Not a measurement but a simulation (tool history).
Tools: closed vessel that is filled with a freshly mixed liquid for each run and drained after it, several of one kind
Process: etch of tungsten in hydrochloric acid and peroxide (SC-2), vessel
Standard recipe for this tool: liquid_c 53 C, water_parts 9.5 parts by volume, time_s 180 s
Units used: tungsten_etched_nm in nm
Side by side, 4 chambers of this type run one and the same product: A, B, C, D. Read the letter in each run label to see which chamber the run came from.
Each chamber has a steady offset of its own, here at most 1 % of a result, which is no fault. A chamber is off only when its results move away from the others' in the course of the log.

run,hour,liquid_c,water_parts,time_s,hours since the thermometer was replaced,hours since the chemicals flow meter was replaced,hours since the drum of peroxide was connected,"read-back film thickness of the tungsten reference wafer, read on the same gauge (nm)",tungsten_etched_nm
# hour 6.6: chamber C: thermometer replaced
1D,14.9,53,9.5,180,641.4,302.5,39.6,40.006,52.472
2C,25.4,53,9.5,180,18.9,798.6,207.7,40.012,53.301
3A,40.5,53,9.5,180,428.4,177.5,81.1,39.982,54.184
4B,52.6,53,9.5,180,1045.5,781,78.3,40.013,53.359
5A,65.4,53,9.5,180,453.3,202.4,106,39.98,53.367
6D,79.4,53,9.5,80,705.9,367,104.1,39.989,23.068
7C,93.4,53,9.5,80,86.9,866.6,275.7,40.002,23.875
8B,101.2,53,9.5,80,1094.1,829.6,126.9,39.995,23.934
9C,110.6,53,9.5,80,104.1,883.8,292.9,39.996,23.7
10D,123.3,53,9.5,180,749.8,410.9,148,40.01,52.116
11B,135.8,53,9.5,180,1128.7,864.2,161.5,40.014,53.353
# hour 140.4: chamber A: thermometer replaced
12A,149,53,9.5,180,8.7,286,189.6,40.005,53.478
13B,162.7,53,9.5,180,1155.6,891.1,188.4,39.997,52.691
14D,172.7,56.5,12,180,799.2,460.3,197.4,39.972,55.603
15C,181.1,56.5,12,180,174.6,954.3,363.4,40.001,55.528
16A,189.4,56.5,12,180,49.1,326.4,230,40.017,55
17A,201.4,56.5,12,180,61.1,338.4,242,39.994,55.104
18C,216.6,60,9.5,180,210.1,989.8,398.9,40.015,83.31
19B,231.8,60,9.5,180,1224.7,960.2,257.5,40.005,83.382
20D,243.7,60,9.5,180,870.2,531.3,268.4,40.019,86.525
21A,254.1,60,9.5,180,113.8,391.1,294.7,39.985,83.636
22D,269.8,53,9.5,180,896.3,557.4,294.5,40.012,55.038
23C,278.6,53,9.5,180,272.1,1051.8,460.9,39.971,53.393
24B,287.7,53,9.5,180,1280.6,1016.1,313.4,39.984,52.853
25D,296.2,45.5,9.5,120,922.7,583.8,320.9,40.004,22.297
26B,307.2,45.5,9.5,120,1300.1,1035.6,332.9,40.013,21.243
# hour 307.7: chamber D: new drum of peroxide connected
27A,314.7,45.5,9.5,120,174.4,451.7,355.3,39.981,21.536
28C,321.9,45.5,9.5,120,315.4,1095.1,504.2,39.999,21.745
29A,334,53,9.5,180,193.7,471,374.6,39.985,53.965
30B,345.2,53,9.5,180,1338.1,1073.6,370.9,39.982,53.214
31D,359.7,53,9.5,180,986.2,647.3,52,40.018,57.67
32C,371.2,53,9.5,180,364.7,1144.4,553.5,39.998,53.044
33C,385.6,53,9.5,180,379.1,1158.8,567.9,39.989,53.184

Next, every chamber runs the same settings. What will each give?
34A,397.1,53,9.5,180,,,,,?
34B,397.1,53,9.5,180,,,,,?
34C,397.1,53,9.5,180,,,,,?
34D,397.1,53,9.5,180,,,,,?

run,tungsten_etched_nm
34A,53.595
34B,53.274
34C,52.924
34D,56.801
